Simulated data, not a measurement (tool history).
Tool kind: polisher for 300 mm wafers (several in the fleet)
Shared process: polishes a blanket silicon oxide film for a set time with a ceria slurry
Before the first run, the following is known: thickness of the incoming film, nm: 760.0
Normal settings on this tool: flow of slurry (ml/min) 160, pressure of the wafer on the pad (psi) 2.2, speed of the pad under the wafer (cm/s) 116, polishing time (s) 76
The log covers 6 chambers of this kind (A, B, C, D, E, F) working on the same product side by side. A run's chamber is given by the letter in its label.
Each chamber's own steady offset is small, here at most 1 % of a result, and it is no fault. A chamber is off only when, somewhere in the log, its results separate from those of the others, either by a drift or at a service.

run     day  flow of slurry (ml/min)  pressure of the wafer on the pad (psi)  speed of the pad under the wafer (cm/s)  polishing time (s)  film removed (nm)
 1C   0.446                      160                                     2.2                                      116                  76             257.75
        0.6  -- chamber C: worn pad replaced by a new one
      0.667  -- chamber F: head pressure recalibrated
 2D   0.996                      160                                     2.2                                      116                  76              260.7
      1.104  -- chamber D: worn pad replaced by a new one
      1.321  -- chamber E: worn pad replaced by a new one
      1.338  -- chamber A: worn pad replaced by a new one
 3E   1.442                      160                                     2.2                                      116                  76             258.43
      1.625  -- chamber B: head pressure recalibrated
      1.829  -- chamber C: slurry nozzle cleaned
 4B     1.9                      160                                     2.2                                      116                  76             259.66
      2.021  -- chamber B: worn pad replaced by a new one
 5A    2.15                      160                                     2.2                                      116                  76             261.09
 6F   2.558                      160                                     2.2                                      116                  76             259.25
      2.792  -- chamber D: slurry nozzle cleaned
      2.929  -- chamber F: worn pad replaced by a new one
 7A   3.046                      160                                     2.2                                      116                  76             261.09
 8D   3.546                      160                                     2.2                                      116                  76             256.48
      3.671  -- chamber C: worn pad replaced by a new one
      3.762  -- chamber E: slurry nozzle cleaned
      3.846  -- chamber E: head pressure recalibrated
 9F   3.858                      160                                     2.2                                      116                  76             257.56
      3.938  -- chamber D: head pressure recalibrated
10C   4.188                      160                                     2.2                                      116                  76              255.9
11B   4.458                      160                                     2.2                                      116                  76             258.86
      4.471  -- chamber A: worn pad replaced by a new one
       4.65  -- chamber E: worn pad replaced by a new one
        4.8  -- chamber D: worn pad replaced by a new one
12E    4.85                      160                                     2.2                                      116                  76             260.13
      5.221  -- chamber B: worn pad replaced by a new one
13B   5.271                      160                                     2.2                                      116                  76             257.63
14D   5.758                      160                                     2.2                                      116                  76             260.14
15E   6.038                      160                                     2.2                                      116                  76              261.3
16C   6.379                      160                                     2.2                                      116                  76             254.42
      6.496  -- chamber A: slurry nozzle cleaned
      6.533  -- chamber C: worn pad replaced by a new one
17A   6.642                      160                                     2.2                                      116                  76             257.79
18F   7.162                      160                                     2.2                                      116                  76             255.76
      7.267  -- chamber F: worn pad replaced by a new one
      7.467  -- chamber A: worn pad replaced by a new one
19B    7.55                      160                                     2.2                                      116                  76             259.87
        7.7  -- chamber E: worn pad replaced by a new one
20C       8                      160                                     2.2                                      116                  76             255.39
      8.104  -- chamber B: worn pad replaced by a new one
21F   8.408                      160                                     2.2                                      116                  76              258.9
      8.583  -- chamber D: worn pad replaced by a new one
22D   8.704                      160                                     2.2                                      116                  76             257.18
23A   9.129                      160                                     2.2                                      116                  76             261.07
      9.262  -- chamber C: worn pad replaced by a new one
24E   9.462                      160                                     2.2                                      116                  76              258.9
        9.8  -- chamber C: head pressure recalibrated
25D   9.833                      160                                     1.8                                      116                  64             176.48
26F  10.304                      160                                     1.8                                      116                  64             175.94
     10.312  -- chamber A: worn pad replaced by a new one
27A    10.6                      160                                     1.8                                      116                  64             177.07
     10.817  -- chamber B: worn pad replaced by a new one
     10.971  -- chamber E: worn pad replaced by a new one
28B  11.092                      160                                     1.8                                      116                  64             181.15
     11.304  -- chamber F: worn pad replaced by a new one
29C  11.362                      160                                     1.8                                      116                  64             177.32
30E  11.871                      160                                     1.8                                      116                  64             180.25
     11.929  -- chamber F: slurry nozzle cleaned
     12.204  -- chamber C: worn pad replaced by a new one
31C  12.417                      160                                     2.2                                      116                  76             255.96
     12.442  -- chamber D: worn pad replaced by a new one
32B  12.671                      160                                     2.2                                      116                  76             259.89
     12.904  -- chamber A: worn pad replaced by a new one
33F  12.933                      160                                     2.2                                      116                  76             256.68
34D  13.383                      160                                     2.2                                      116                  76             257.61
35E  13.658                      160                                     2.2                                      116                  76             258.12
36A  13.988                      160                                     2.2                                      116                  76             258.47

Next, all 6 chambers run the settings below, one line each with question marks for the results. What does each chamber give?
37A  14.388                      160                                     2.2                                      116                  76                  ?
37B  14.388                      160                                     2.2                                      116                  76                  ?
37C  14.388                      160                                     2.2                                      116                  76                  ?
37D  14.388                      160                                     2.2                                      116                  76                  ?
37E  14.388                      160                                     2.2                                      116                  76                  ?
37F  14.388                      160                                     2.2                                      116                  76                  ?

run  film removed (nm)
37A             257.93
37B             259.14
37C             253.07
37D             256.37
37E             261.15
37F              258.9
